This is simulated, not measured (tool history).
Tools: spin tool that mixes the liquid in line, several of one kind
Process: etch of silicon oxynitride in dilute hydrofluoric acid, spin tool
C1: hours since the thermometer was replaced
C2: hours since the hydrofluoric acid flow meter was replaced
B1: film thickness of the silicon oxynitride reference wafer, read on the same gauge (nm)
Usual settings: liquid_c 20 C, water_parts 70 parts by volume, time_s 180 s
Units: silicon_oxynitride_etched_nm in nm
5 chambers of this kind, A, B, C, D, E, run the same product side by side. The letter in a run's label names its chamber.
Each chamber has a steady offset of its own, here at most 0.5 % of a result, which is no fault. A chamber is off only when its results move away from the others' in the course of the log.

{"hour": 5.4, "done": "chamber E: thermometer replaced"}
{"run": "1D", "hour": 6.2, "liquid_c": 20, "water_parts": 70, "time_s": 180, "C1": 1324.9, "C2": 41.9, "B1": 90.009, "silicon_oxynitride_etched_nm": 10.132}
{"hour": 10.1, "done": "chamber D: thermometer replaced"}
{"run": "2E", "hour": 13.2, "liquid_c": 20, "water_parts": 70, "time_s": 180, "C1": 7.9, "C2": 394.2, "B1": 90.001, "silicon_oxynitride_etched_nm": 9.9883}
{"run": "3A", "hour": 25.3, "liquid_c": 20, "water_parts": 70, "time_s": 180, "C1": 132.6, "C2": 131.7, "B1": 89.996, "silicon_oxynitride_etched_nm": 10.224}
{"run": "4C", "hour": 32.9, "liquid_c": 20, "water_parts": 70, "time_s": 180, "C1": 45.8, "C2": 756.9, "B1": 89.981, "silicon_oxynitride_etched_nm": 9.9644}
{"run": "5B", "hour": 40.5, "liquid_c": 20, "water_parts": 70, "time_s": 180, "C1": 1278.6, "C2": 1493.6, "B1": 89.989, "silicon_oxynitride_etched_nm": 10.079}
{"run": "6A", "hour": 53.3, "liquid_c": 20, "water_parts": 70, "time_s": 180, "C1": 160.6, "C2": 159.7, "B1": 90.012, "silicon_oxynitride_etched_nm": 10.128}
{"run": "7E", "hour": 61.7, "liquid_c": 20, "water_parts": 70, "time_s": 180, "C1": 56.4, "C2": 442.7, "B1": 90.016, "silicon_oxynitride_etched_nm": 10.079}
{"run": "8D", "hour": 70.0, "liquid_c": 20, "water_parts": 70, "time_s": 180, "C1": 59.9, "C2": 105.7, "B1": 89.995, "silicon_oxynitride_etched_nm": 10.213}
{"run": "9B", "hour": 77.0, "liquid_c": 20, "water_parts": 70, "time_s": 180, "C1": 1315.1, "C2": 1530.1, "B1": 90.006, "silicon_oxynitride_etched_nm": 10.027}
{"run": "10C", "hour": 88.8, "liquid_c": 20, "water_parts": 70, "time_s": 180, "C1": 101.7, "C2": 812.8, "B1": 90.021, "silicon_oxynitride_etched_nm": 10.073}
{"run": "11E", "hour": 95.7, "liquid_c": 20, "water_parts": 70, "time_s": 180, "C1": 90.4, "C2": 476.7, "B1": 89.989, "silicon_oxynitride_etched_nm": 10.146}
{"run": "12D", "hour": 103.6, "liquid_c": 17, "water_parts": 70, "time_s": 180, "C1": 93.5, "C2": 139.3, "B1": 89.975, "silicon_oxynitride_etched_nm": 8.6341}
{"run": "13B", "hour": 115.5, "liquid_c": 17, "water_parts": 70, "time_s": 180, "C1": 1353.6, "C2": 1568.6, "B1": 89.981, "silicon_oxynitride_etched_nm": 8.7477}
{"run": "14A", "hour": 123.5, "liquid_c": 17, "water_parts": 70, "time_s": 180, "C1": 230.8, "C2": 229.9, "B1": 89.993, "silicon_oxynitride_etched_nm": 8.6197}
{"run": "15C", "hour": 135.5, "liquid_c": 17, "water_parts": 70, "time_s": 180, "C1": 148.4, "C2": 859.5, "B1": 90.01, "silicon_oxynitride_etched_nm": 8.7165}
{"run": "16A", "hour": 142.9, "liquid_c": 17, "water_parts": 70, "time_s": 180, "C1": 250.2, "C2": 249.3, "B1": 90.002, "silicon_oxynitride_etched_nm": 8.6095}
{"run": "17D", "hour": 155.5, "liquid_c": 20, "water_parts": 70, "time_s": 180, "C1": 145.4, "C2": 191.2, "B1": 89.987, "silicon_oxynitride_etched_nm": 10.132}
{"run": "18E", "hour": 164.7, "liquid_c": 18, "water_parts": 50, "time_s": 180, "C1": 159.4, "C2": 545.7, "B1": 90.007, "silicon_oxynitride_etched_nm": 12.939}
{"run": "19C", "hour": 173.6, "liquid_c": 18, "water_parts": 50, "time_s": 180, "C1": 186.5, "C2": 897.6, "B1": 89.988, "silicon_oxynitride_etched_nm": 12.722}
{"run": "20B", "hour": 186.7, "liquid_c": 18, "water_parts": 50, "time_s": 180, "C1": 1424.8, "C2": 1639.8, "B1": 89.976, "silicon_oxynitride_etched_nm": 12.932}
{"run": "21B", "hour": 198.1, "liquid_c": 18, "water_parts": 50, "time_s": 180, "C1": 1436.2, "C2": 1651.2, "B1": 90.01, "silicon_oxynitride_etched_nm": 12.96}
{"run": "22A", "hour": 211.4, "liquid_c": 18, "water_parts": 50, "time_s": 180, "C1": 318.7, "C2": 317.8, "B1": 89.993, "silicon_oxynitride_etched_nm": 12.937}
{"run": "23D", "hour": 220.2, "liquid_c": 22, "water_parts": 95, "time_s": 180, "C1": 210.1, "C2": 255.9, "B1": 89.989, "silicon_oxynitride_etched_nm": 8.2153}
{"run": "24C", "hour": 233.5, "liquid_c": 22, "water_parts": 95, "time_s": 180, "C1": 246.4, "C2": 957.5, "B1": 90.004, "silicon_oxynitride_etched_nm": 8.0678}
{"run": "25E", "hour": 243.5, "liquid_c": 22, "water_parts": 95, "time_s": 180, "C1": 238.2, "C2": 624.5, "B1": 90.026, "silicon_oxynitride_etched_nm": 7.8928}
{"run": "26B", "hour": 252.9, "liquid_c": 22, "water_parts": 95, "time_s": 180, "C1": 1491, "C2": 1706, "B1": 89.982, "silicon_oxynitride_etched_nm": 8.0438}
{"run": "27C", "hour": 261.1, "liquid_c": 22, "water_parts": 95, "time_s": 180, "C1": 274, "C2": 985.1, "B1": 89.988, "silicon_oxynitride_etched_nm": 7.9271}
{"run": "28E", "hour": 267.4, "liquid_c": 20, "water_parts": 70, "time_s": 180, "C1": 262.1, "C2": 648.4, "B1": 90.002, "silicon_oxynitride_etched_nm": 9.9119}
{"run": "29D", "hour": 276.2, "liquid_c": 24.5, "water_parts": 70, "time_s": 180, "C1": 266.1, "C2": 311.9, "B1": 90.005, "silicon_oxynitride_etched_nm": 12.6}
{"run": "30A", "hour": 289.2, "liquid_c": 24.5, "water_parts": 70, "time_s": 180, "C1": 396.5, "C2": 395.6, "B1": 89.997, "silicon_oxynitride_etched_nm": 12.735}
{"run": "31D", "hour": 297.2, "liquid_c": 24.5, "water_parts": 70, "time_s": 180, "C1": 287.1, "C2": 332.9, "B1": 90.033, "silicon_oxynitride_etched_nm": 12.672}
{"run": "32E", "hour": 308.4, "liquid_c": 24.5, "water_parts": 70, "time_s": 180, "C1": 303.1, "C2": 689.4, "B1": 90.01, "silicon_oxynitride_etched_nm": 12.149}
{"run": "33B", "hour": 316.7, "liquid_c": 24.5, "water_parts": 70, "time_s": 180, "C1": 1554.8, "C2": 1769.8, "B1": 90.019, "silicon_oxynitride_etched_nm": 12.393}
{"run": "34A", "hour": 328.5, "liquid_c": 20, "water_parts": 70, "time_s": 180, "C1": 435.8, "C2": 434.9, "B1": 90.005, "silicon_oxynitride_etched_nm": 10.119}
{"hour": 336.4, "done": "chamber B: thermometer replaced"}
{"run": "35C", "hour": 342.1, "liquid_c": 20, "water_parts": 70, "time_s": 180, "C1": 355, "C2": 1066.1, "B1": 89.991, "silicon_oxynitride_etched_nm": 9.9175}
{"run": "36C", "hour": 350.8, "liquid_c": 20, "water_parts": 70, "time_s": 180, "C1": 363.7, "C2": 1074.8, "B1": 89.998, "silicon_oxynitride_etched_nm": 10.233}
{"run": "37A", "hour": 364.5, "liquid_c": 20, "water_parts": 70, "time_s": 180, "C1": 471.8, "C2": 470.9, "B1": 89.995, "silicon_oxynitride_etched_nm": 10.179}
{"run": "38B", "hour": 375.1, "liquid_c": 20, "water_parts": 70, "time_s": 180, "C1": 38.8, "C2": 1828.2, "B1": 89.993, "silicon_oxynitride_etched_nm": 10.089}
{"run": "39D", "hour": 382.4, "liquid_c": 20, "water_parts": 70, "time_s": 180, "C1": 372.3, "C2": 418.1, "B1": 90.007, "silicon_oxynitride_etched_nm": 9.9856}
{"run": "40E", "hour": 394.3, "liquid_c": 20, "water_parts": 70, "time_s": 180, "C1": 389, "C2": 775.3, "B1": 89.99, "silicon_oxynitride_etched_nm": 9.5586}

All 5 chambers run these settings next. Forecast each chamber's results:
{"run": "41A", "hour": 404.3, "liquid_c": 22, "water_parts": 70, "time_s": 180, "silicon_oxynitride_etched_nm": "?"}
{"run": "41B", "hour": 404.3, "liquid_c": 22, "water_parts": 70, "time_s": 180, "silicon_oxynitride_etched_nm": "?"}
{"run": "41C", "hour": 404.3, "liquid_c": 22, "water_parts": 70, "time_s": 180, "silicon_oxynitride_etched_nm": "?"}
{"run": "41D", "hour": 404.3, "liquid_c": 22, "water_parts": 70, "time_s": 180, "silicon_oxynitride_etched_nm": "?"}
{"run": "41E", "hour": 404.3, "liquid_c": 22, "water_parts": 70, "time_s": 180, "silicon_oxynitride_etched_nm": "?"}

run=41A silicon_oxynitride_etched_nm=11.139
run=41B silicon_oxynitride_etched_nm=11.121
run=41C silicon_oxynitride_etched_nm=11.251
run=41D silicon_oxynitride_etched_nm=11.361
run=41E silicon_oxynitride_etched_nm=10.591
